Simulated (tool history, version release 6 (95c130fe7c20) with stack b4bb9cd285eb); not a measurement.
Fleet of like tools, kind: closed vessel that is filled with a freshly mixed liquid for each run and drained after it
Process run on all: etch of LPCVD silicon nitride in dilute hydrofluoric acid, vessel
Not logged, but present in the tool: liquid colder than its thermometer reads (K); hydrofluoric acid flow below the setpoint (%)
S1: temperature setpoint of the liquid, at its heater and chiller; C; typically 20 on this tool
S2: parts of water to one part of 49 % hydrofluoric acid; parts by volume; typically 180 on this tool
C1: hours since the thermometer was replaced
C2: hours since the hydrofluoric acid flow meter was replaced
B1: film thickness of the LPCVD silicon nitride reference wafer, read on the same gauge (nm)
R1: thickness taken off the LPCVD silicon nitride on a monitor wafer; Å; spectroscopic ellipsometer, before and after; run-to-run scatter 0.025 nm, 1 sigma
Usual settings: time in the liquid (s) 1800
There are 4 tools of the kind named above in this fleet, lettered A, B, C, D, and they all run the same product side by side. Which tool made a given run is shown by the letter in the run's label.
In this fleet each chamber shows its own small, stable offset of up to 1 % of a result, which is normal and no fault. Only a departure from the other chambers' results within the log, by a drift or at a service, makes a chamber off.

run 1B hour=7.8 | S1=20 S2=180 time_in_the_liquid_(s)=1800 | C1=467.7 C2=527.9 | B1=69.99 | R1=38.723
run 2A hour=15.1 | S1=20 S2=180 time_in_the_liquid_(s)=1800 | C1=645.4 C2=468.7 | B1=69.992 | R1=37.654
run 3D hour=23.4 | S1=20 S2=180 time_in_the_liquid_(s)=1800 | C1=1242.3 C2=797.5 | B1=70.02 | R1=37.639
run 4C hour=30.1 | S1=20 S2=180 time_in_the_liquid_(s)=1800 | C1=1593 C2=1742 | B1=70.011 | R1=37.802
run 5B hour=36.9 | S1=20 S2=180 time_in_the_liquid_(s)=1800 | C1=496.8 C2=557 | B1=70.028 | R1=38.327
run 6A hour=47.9 | S1=20 S2=180 time_in_the_liquid_(s)=1800 | C1=678.2 C2=501.5 | B1=69.97 | R1=38.071
run 7D hour=57 | S1=20 S2=180 time_in_the_liquid_(s)=1800 | C1=1275.9 C2=831.1 | B1=69.999 | R1=37.248
run 8C hour=67.8 | S1=20 S2=180 time_in_the_liquid_(s)=1800 | C1=1630.7 C2=1779.7 | B1=70.02 | R1=37.965
run 9A hour=78.2 | S1=20 S2=180 time_in_the_liquid_(s)=1800 | C1=708.5 C2=531.8 | B1=69.992 | R1=37.818
run 10C hour=83.9 | S1=20 S2=130 time_in_the_liquid_(s)=1800 | C1=1646.8 C2=1795.8 | B1=70.011 | R1=51.833
run 11D hour=92.5 | S1=20 S2=130 time_in_the_liquid_(s)=1800 | C1=1311.4 C2=866.6 | B1=70.004 | R1=50.799
run 12B hour=98.3 | S1=20 S2=130 time_in_the_liquid_(s)=1800 | C1=558.2 C2=618.4 | B1=70.004 | R1=52.604
run 13A hour=109.3 | S1=20 S2=130 time_in_the_liquid_(s)=1800 | C1=739.6 C2=562.9 | B1=69.968 | R1=51.599
-- hour=110.1 chamber A: thermometer replaced
run 14D hour=120.7 | S1=20 S2=180 time_in_the_liquid_(s)=1800 | C1=1339.6 C2=894.8 | B1=69.997 | R1=36.614
run 15C hour=126.7 | S1=17 S2=180 time_in_the_liquid_(s)=1800 | C1=1689.6 C2=1838.6 | B1=69.998 | R1=31.27
run 16B hour=138.1 | S1=17 S2=180 time_in_the_liquid_(s)=1800 | C1=598 C2=658.2 | B1=69.979 | R1=31.419
run 17A hour=148 | S1=17 S2=180 time_in_the_liquid_(s)=1800 | C1=37.9 C2=601.6 | B1=69.961 | R1=30.998
run 18B hour=155.1 | S1=17 S2=180 time_in_the_liquid_(s)=1800 | C1=615 C2=675.2 | B1=69.993 | R1=31.366
run 19D hour=162.8 | S1=20 S2=180 time_in_the_liquid_(s)=1800 | C1=1381.7 C2=936.9 | B1=70.034 | R1=36
run 20C hour=169.3 | S1=20 S2=180 time_in_the_liquid_(s)=1800 | C1=1732.2 C2=1881.2 | B1=69.996 | R1=37.657
-- hour=179.3 chamber C: thermometer replaced
run 21B hour=182 | S1=20 S2=180 time_in_the_liquid_(s)=1800 | C1=641.9 C2=702.1 | B1=69.972 | R1=38.504
run 22D hour=187.7 | S1=20 S2=180 time_in_the_liquid_(s)=1800 | C1=1406.6 C2=961.8 | B1=69.973 | R1=35.782
run 23C hour=193.7 | S1=20 S2=180 time_in_the_liquid_(s)=1800 | C1=14.5 C2=1905.6 | B1=69.994 | R1=38.46
run 24A hour=202.9 | S1=20 S2=220 time_in_the_liquid_(s)=1800 | C1=92.8 C2=656.5 | B1=70.022 | R1=31.495
-- hour=206.5 chamber A: hydrofluoric acid flow meter replaced
run 25B hour=214.9 | S1=20 S2=220 time_in_the_liquid_(s)=1800 | C1=674.8 C2=735 | B1=69.954 | R1=32.046
run 26A hour=225.3 | S1=20 S2=220 time_in_the_liquid_(s)=1800 | C1=115.2 C2=18.9 | B1=69.997 | R1=31.169

Is one chamber off against the others, does the gauge drift, or is nothing wrong? If a chamber is off, say which, and what the likeliest cause is.

Little by little, chamber D moves away from the other chambers.
Most likely cause: liquid colder than its thermometer reads (K) = 1.12.
The log might look much the same if the cause were instead: hydrofluoric acid flow below the setpoint (%).

Here are 4 candidates for chamber D's next run, each the usual settings with a change, their results left as question marks. Which one brings its results back in line with what the others give on the usual settings?
To be in line, a result may differ from the other chambers' mean on the usual settings by at most: R1 0.86 Å
run 27D-1 hour=234.7 | S1=20 S2=165 time_in_the_liquid_(s)=1800 | R1=?
run 27D-2 hour=234.7 | S1=19.5 S2=180 time_in_the_liquid_(s)=1610 | R1=?
run 27D-3 hour=234.7 | S1=20 S2=185 time_in_the_liquid_(s)=1720 | R1=?
run 27D-4 hour=234.7 | S1=20 S2=170 time_in_the_liquid_(s)=1950 | R1=?

The other chambers' mean on the usual settings: R1 38.152 Å
run=27D-1 R1=38.418
run=27D-2 R1=30.567
run=27D-3 R1=32.888
run=27D-4 R1=40.443
Change 27D-1 lands the chamber within the allowed miss of the other chambers.

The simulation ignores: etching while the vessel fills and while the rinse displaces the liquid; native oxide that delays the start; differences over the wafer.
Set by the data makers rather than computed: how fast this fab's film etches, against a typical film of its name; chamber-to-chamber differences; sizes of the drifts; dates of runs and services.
